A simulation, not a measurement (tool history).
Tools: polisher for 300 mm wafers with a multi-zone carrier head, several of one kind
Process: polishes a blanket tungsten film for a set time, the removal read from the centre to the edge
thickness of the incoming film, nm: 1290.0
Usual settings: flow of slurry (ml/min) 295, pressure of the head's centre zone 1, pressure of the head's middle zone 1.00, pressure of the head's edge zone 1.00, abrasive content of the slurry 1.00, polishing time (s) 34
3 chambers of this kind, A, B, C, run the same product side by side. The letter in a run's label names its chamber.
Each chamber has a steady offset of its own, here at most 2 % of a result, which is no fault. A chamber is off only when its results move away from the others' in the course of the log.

run,hour,flow of slurry (ml/min),pressure of the head's centre zone,pressure of the head's middle zone,pressure of the head's edge zone,abrasive content of the slurry,polishing time (s),wafers polished on this pad,hours since the slurry nozzle was cleaned,hours since the centre zone pressure was calibrated,hours since the edge zone pressure was calibrated,film removed at the wafer's centre (nm),film removed at mid-radius (nm),film removed at the wafer's edge (nm)
# hour 2.9: chamber B: worn pad replaced by a new one
1B,3.6,295,1,1.00,1.00,1.00,34,6,493.9,566.8,81.0,288.67,286.89,281.76
2A,7.3,295,1,1.00,1.00,1.00,34,396,189.0,1348.1,73.0,285.73,285.16,283.00
3C,10.3,295,1,1.00,1.00,1.00,34,829,320.9,543.3,725.3,284.17,288.85,284.47
4B,13.8,295,1,1.00,1.00,1.00,34,98,504.1,577.0,91.2,283.60,283.37,279.24
# hour 17.6: chamber A: centre zone pressure recalibrated
5C,17.7,295,1,1.00,1.00,1.00,34,895,328.3,550.7,732.7,285.44,283.62,283.53
6A,22.1,295,1,1.00,1.00,1.00,34,529,203.8,4.5,87.8,293.07,281.36,282.02
7A,26.2,295,1,1.00,1.00,1.00,34,566,207.9,8.6,91.9,281.05,285.54,284.78
8B,29.5,295,1,1.00,1.00,1.00,34,239,519.8,592.7,106.9,282.94,288.10,288.08
9C,32.1,295,1,1.00,1.00,1.00,34,1025,342.7,565.1,747.1,285.58,292.02,287.86
10C,35.5,295,1,1.00,1.00,1.00,34,1056,346.1,568.5,750.5,284.53,283.56,278.77
11B,39.3,295,1,1.00,1.00,1.00,34,328,529.6,602.5,116.7,286.20,285.42,288.36
# hour 41.3: chamber C: slurry nozzle cleaned
12A,42.6,295,1,1.00,1.00,1.00,34,714,224.3,25.0,108.3,286.22,284.75,280.92
13C,46.9,295,1,1.00,1.00,1.00,34,1158,5.6,579.9,761.9,291.28,279.97,289.19
14B,49.8,295,1,1.00,1.00,1.00,34,422,540.1,613.0,127.2,285.71,279.81,285.76
# hour 51.0: chamber C: worn pad replaced by a new one
15A,52.2,230,1,1.00,1.00,1.00,23,800,233.9,34.6,117.9,191.51,187.31,186.93
16A,54.7,230,1,1.00,1.00,1.00,23,823,236.4,37.1,120.4,188.23,190.97,187.53
17B,58.4,230,1,1.00,1.00,1.00,23,500,548.7,621.6,135.8,189.28,189.45,191.45
18C,61.2,295,1,1.00,1.00,1.00,34,92,19.9,594.2,776.2,293.26,282.26,289.11
19A,65.4,295,1,1.00,1.00,1.00,34,919,247.1,47.8,131.1,285.74,288.77,275.18
20B,68.0,295,1,1.00,1.00,1.00,34,586,558.3,631.2,145.4,295.17,285.63,283.29
21C,70.7,295,1,1.00,1.00,1.00,34,177,29.4,603.7,785.7,303.32,281.18,288.38
# hour 70.8: chamber B: worn pad replaced by a new one
22B,74.0,355,1,0.88,1.00,1.00,34,29,564.3,637.2,151.4,293.38,265.86,282.45
23C,76.5,355,1,0.88,1.00,1.00,34,230,35.2,609.5,791.5,304.60,256.95,292.33
# hour 78.8: chamber A: worn pad replaced by a new one
24A,78.9,355,1,0.88,1.00,1.00,34,1,260.6,61.3,144.6,288.98,257.32,290.35
25B,83.2,295,1,1.00,1.06,1.00,34,111,573.5,646.4,160.6,286.66,291.11,293.90
26A,85.3,295,1,1.00,1.06,1.00,34,58,267.0,67.7,151.0,289.66,289.19,294.65
27C,88.3,295,1,1.00,1.06,1.00,34,336,47.0,621.3,803.3,295.94,288.01,289.24
28B,91.1,295,1,1.00,1.00,1.00,34,183,581.4,654.3,168.5,291.04,286.44,282.50
29C,94.9,295,1,1.00,1.00,1.15,34,395,53.6,627.9,809.9,314.95,299.60,292.28
30A,98.3,295,1,1.00,1.00,1.15,34,175,280.0,80.7,164.0,298.40,293.17,289.45
31A,102.3,295,1,1.00,1.00,1.15,34,211,284.0,84.7,168.0,298.62,287.99,291.27

What goes on in this fleet: one chamber off, a drifting gauge, or nothing beyond the chambers' own small offsets? Name the chamber and the cause, if any.

Chamber C drifts away from the others.
Cause: centre zone's pressure above its setpoint, % = 7.74.

Here are 4 candidates for chamber C's next run, each the usual settings with a change, their results left as question marks. Which one brings its results back in line with what the others give on the usual settings?
In line means no further than this from the other chambers' mean on the usual settings: film removed at the wafer's centre (nm) 15.00; film removed at mid-radius (nm) 14.00; film removed at the wafer's edge (nm) 12.00
32C-1,105.5,285,0.89,1.03,1.03,1.00,33,,,,,?,?,?
32C-2,105.5,300,1.05,0.99,0.99,1.00,35,,,,,?,?,?
32C-3,105.5,290,0.95,1.01,1.01,1.00,33,,,,,?,?,?
32C-4,105.5,305,1.11,0.97,0.97,1.00,35,,,,,?,?,?

The other chambers' mean on the usual settings: film removed at the wafer's centre (nm) 287.11; film removed at mid-radius (nm) 285.59; film removed at the wafer's edge (nm) 282.42
run,film removed at the wafer's centre (nm),film removed at mid-radius (nm),film removed at the wafer's edge (nm)
32C-1,261.13,286.73,280.81
32C-2,334.44,294.48,292.90
32C-3,281.33,282.01,278.33
32C-4,356.02,289.39,290.20
32C-3 brings the chamber back in line.
